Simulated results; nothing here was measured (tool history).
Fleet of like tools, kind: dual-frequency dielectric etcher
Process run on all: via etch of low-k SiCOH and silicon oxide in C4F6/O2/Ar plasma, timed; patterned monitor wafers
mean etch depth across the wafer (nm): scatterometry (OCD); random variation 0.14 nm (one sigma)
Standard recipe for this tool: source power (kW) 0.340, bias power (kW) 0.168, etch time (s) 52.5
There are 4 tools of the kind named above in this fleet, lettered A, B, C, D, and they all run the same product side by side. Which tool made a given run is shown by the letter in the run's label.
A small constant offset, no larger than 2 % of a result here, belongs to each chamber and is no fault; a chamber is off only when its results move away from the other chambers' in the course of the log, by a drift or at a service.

run	hour	source power (kW)	bias power (kW)	etch time (s)	hours since the last wet clean	hours since the last source power generator calibration	hours since the last bias power generator calibration	read-back reference wafer on the same gauge, depth_nm	mean etch depth across the wafer (nm)
1B	5.6	0.340	0.168	52.5	383.4	3309.3	2373.2	109.98	135.380
2A	9.6	0.340	0.168	52.5	428.6	579.7	2323.3	109.97	132.650
3D	14.3	0.340	0.168	52.5	136.1	316.9	3142.8	109.98	134.100
4C	18.3	0.340	0.168	52.5	127.2	119.8	1811.8	109.99	134.370
5D	25.0	0.340	0.168	52.5	146.8	327.6	3153.5	109.92	134.300
6A	31.3	0.340	0.168	52.5	450.3	601.4	2345.0	109.94	132.730
7C	38.9	0.340	0.168	52.5	147.8	140.4	1832.4	109.91	134.610
8B	43.9	0.340	0.168	52.5	421.7	3347.6	2411.5	109.89	135.310
9B	49.8	0.340	0.168	52.5	427.6	3353.5	2417.4	109.88	135.190
10D	53.9	0.340	0.168	52.5	175.7	356.5	3182.4	109.89	134.010
11C	59.5	0.310	0.168	52.5	168.4	161.0	1853.0	109.86	129.730
12A	64.7	0.310	0.168	52.5	483.7	634.8	2378.4	109.83	128.320
13D	69.9	0.310	0.168	52.5	191.7	372.5	3198.4	109.82	129.430
14A	77.9	0.310	0.168	52.5	496.9	648.0	2391.6	109.81	127.880
15B	83.2	0.340	0.199	52.5	461.0	3386.9	2450.8	109.78	142.950
16C	87.3	0.340	0.199	52.5	196.2	188.8	1880.8	109.77	141.580
17C	94.8	0.340	0.199	52.5	203.7	196.3	1888.3	109.79	142.130
18D	98.9	0.340	0.199	52.5	220.7	401.5	3227.4	109.77	141.470
19A	103.1	0.340	0.168	52.5	522.1	673.2	2416.8	109.71	132.420
# hour 109.7: chamber B: wet clean of the chamber
20B	110.6	0.340	0.168	52.5	0.9	3414.3	2478.2	109.76	135.350
21B	117.9	0.340	0.168	52.5	8.2	3421.6	2485.5	109.70	135.040
22A	125.9	0.340	0.168	52.5	544.9	696.0	2439.6	109.71	132.480
23D	130.9	0.340	0.168	52.5	252.7	433.5	3259.4	109.67	133.950
24C	138.2	0.290	0.168	38.5	247.1	239.7	1931.7	109.69	92.681
25B	142.1	0.290	0.168	38.5	32.4	3445.8	2509.7	109.64	93.148
26C	146.1	0.290	0.168	38.5	255.0	247.6	1939.6	109.65	92.397
27A	151.0	0.290	0.168	38.5	570.0	721.1	2464.7	109.62	91.250
28D	159.1	0.340	0.168	52.5	280.9	461.7	3287.6	109.65	133.760
29A	163.0	0.340	0.168	52.5	582.0	733.1	2476.7	109.64	132.580
30C	167.2	0.340	0.168	52.5	276.1	268.7	1960.7	109.61	134.240
31B	175.0	0.340	0.168	52.5	65.3	3478.7	2542.6	109.61	134.850
32D	182.9	0.340	0.168	52.5	304.7	485.5	3311.4	109.58	133.660
33B	187.6	0.340	0.168	52.5	77.9	3491.3	2555.2	109.57	134.880
34C	193.9	0.340	0.168	52.5	302.8	295.4	1987.4	109.54	134.280

What goes on in this fleet: one chamber off, a drifting gauge, or nothing beyond the chambers' own small offsets? Name the chamber and the cause, if any.

No chamber is off; the gauge reading every chamber's wafers drifts, which makes the whole fleet appear to move together.
Most likely cause: gauge reads low (%) = 0.428.

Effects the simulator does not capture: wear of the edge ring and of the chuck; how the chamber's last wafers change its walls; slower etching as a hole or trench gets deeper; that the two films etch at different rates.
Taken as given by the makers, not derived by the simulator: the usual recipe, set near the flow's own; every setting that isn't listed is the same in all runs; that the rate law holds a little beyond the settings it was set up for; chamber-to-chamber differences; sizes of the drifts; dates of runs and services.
